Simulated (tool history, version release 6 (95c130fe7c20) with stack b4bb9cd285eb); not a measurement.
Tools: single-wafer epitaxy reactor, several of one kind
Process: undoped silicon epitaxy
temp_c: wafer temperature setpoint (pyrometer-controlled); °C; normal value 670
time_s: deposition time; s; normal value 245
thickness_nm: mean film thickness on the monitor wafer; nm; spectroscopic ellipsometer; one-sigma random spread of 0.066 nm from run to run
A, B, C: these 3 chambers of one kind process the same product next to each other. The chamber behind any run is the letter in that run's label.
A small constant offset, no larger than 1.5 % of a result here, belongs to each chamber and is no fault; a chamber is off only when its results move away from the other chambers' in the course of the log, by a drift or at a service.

run   hour  temp_c  time_s  hours since the last pyrometer calibration  read-back reference wafer on the same gauge, thickness_nm  thickness_nm
 1C    6.1     670     245                                       605.3                                                     64.594        63.760
 2B   11.3     670     245                                       572.9                                                     64.603        63.156
 3A   19.5     670     245                                       417.7                                                     64.632        63.488
 4A   24.0     670     245                                       422.2                                                     64.643        63.526
 5B   29.9     670     245                                       591.5                                                     64.622        63.062
 6C   34.2     670     245                                       633.4                                                     64.627        63.843
 7B   41.8     670     245                                       603.4                                                     64.641        63.047
 8A   50.0     670     245                                       448.2                                                     64.654        63.484
 9C   54.1     670     283                                       653.3                                                     64.644        73.789
10B   60.0     670     283                                       621.6                                                     64.649        72.799
11A   67.3     670     283                                       465.5                                                     64.664        73.468
12C   73.1     670     245                                       672.3                                                     64.688        63.749
13A   81.1     670     245                                       479.3                                                     64.679        63.425
14C   89.2     670     245                                       688.4                                                     64.683        63.909
15B   96.3     670     245                                       657.9                                                     64.697        63.112
16C  104.6     670     245                                       703.8                                                     64.708        63.868
17A  112.9     670     245                                       511.1                                                     64.707        63.530
18B  117.2     670     245                                       678.8                                                     64.707        63.197
19A  125.8     670     245                                       524.0                                                     64.720        63.528
20B  130.0     670     245                                       691.6                                                     64.737        63.009
21C  135.1     670     245                                       734.3                                                     64.741        63.898
22B  141.3     670     245                                       702.9                                                     64.750        63.081
23A  148.0     670     245                                       546.2                                                     64.740        63.699
24C  153.0     670     245                                       752.2                                                     64.746        63.900
25A  161.4     670     245                                       559.6                                                     64.759        63.742
26B  166.6     670     245                                       728.2                                                     64.752        63.098
27C  172.4     670     245                                       771.6                                                     64.774        63.938
28B  177.1     670     245                                       738.7                                                     64.784        63.217
29C  181.4     670     245                                       780.6                                                     64.771        63.882
30A  190.2     670     245                                       588.4                                                     64.797        63.581
31B  194.4     670     245                                       756.0                                                     64.777        63.203
32C  203.0     670     245                                       802.2                                                     64.816        64.013
33A  210.1     670     245                                       608.3                                                     64.801        63.840
34A  218.1     670     245                                       616.3                                                     64.801        63.621
35C  226.5     670     245                                       825.7                                                     64.831        64.001
36B  231.0     670     245                                       792.6                                                     64.834        63.243
37B  237.4     676     245                                       799.0                                                     64.827        71.433
38A  241.8     676     245                                       640.0                                                     64.831        72.166
39C  250.7     676     245                                       849.9                                                     64.842        72.519
40A  256.5     670     245                                       654.7                                                     64.858        63.800
41B  261.1     670     245                                       822.7                                                     64.863        63.295
42C  269.9     670     245                                       869.1                                                     64.859        64.004
43C  276.6     670     245                                       875.8                                                     64.888        63.982

Read the log: is a single chamber off, either drifting away or since a service, is the gauge that measures every chamber drifting, or is nothing wrong beyond small per-chamber offsets? Name any odd chamber and what most likely caused it.

The gauge drifts, so all chambers seem to drift together. No chamber is off.
Most likely cause: gauge reads high (%) = 0.432.

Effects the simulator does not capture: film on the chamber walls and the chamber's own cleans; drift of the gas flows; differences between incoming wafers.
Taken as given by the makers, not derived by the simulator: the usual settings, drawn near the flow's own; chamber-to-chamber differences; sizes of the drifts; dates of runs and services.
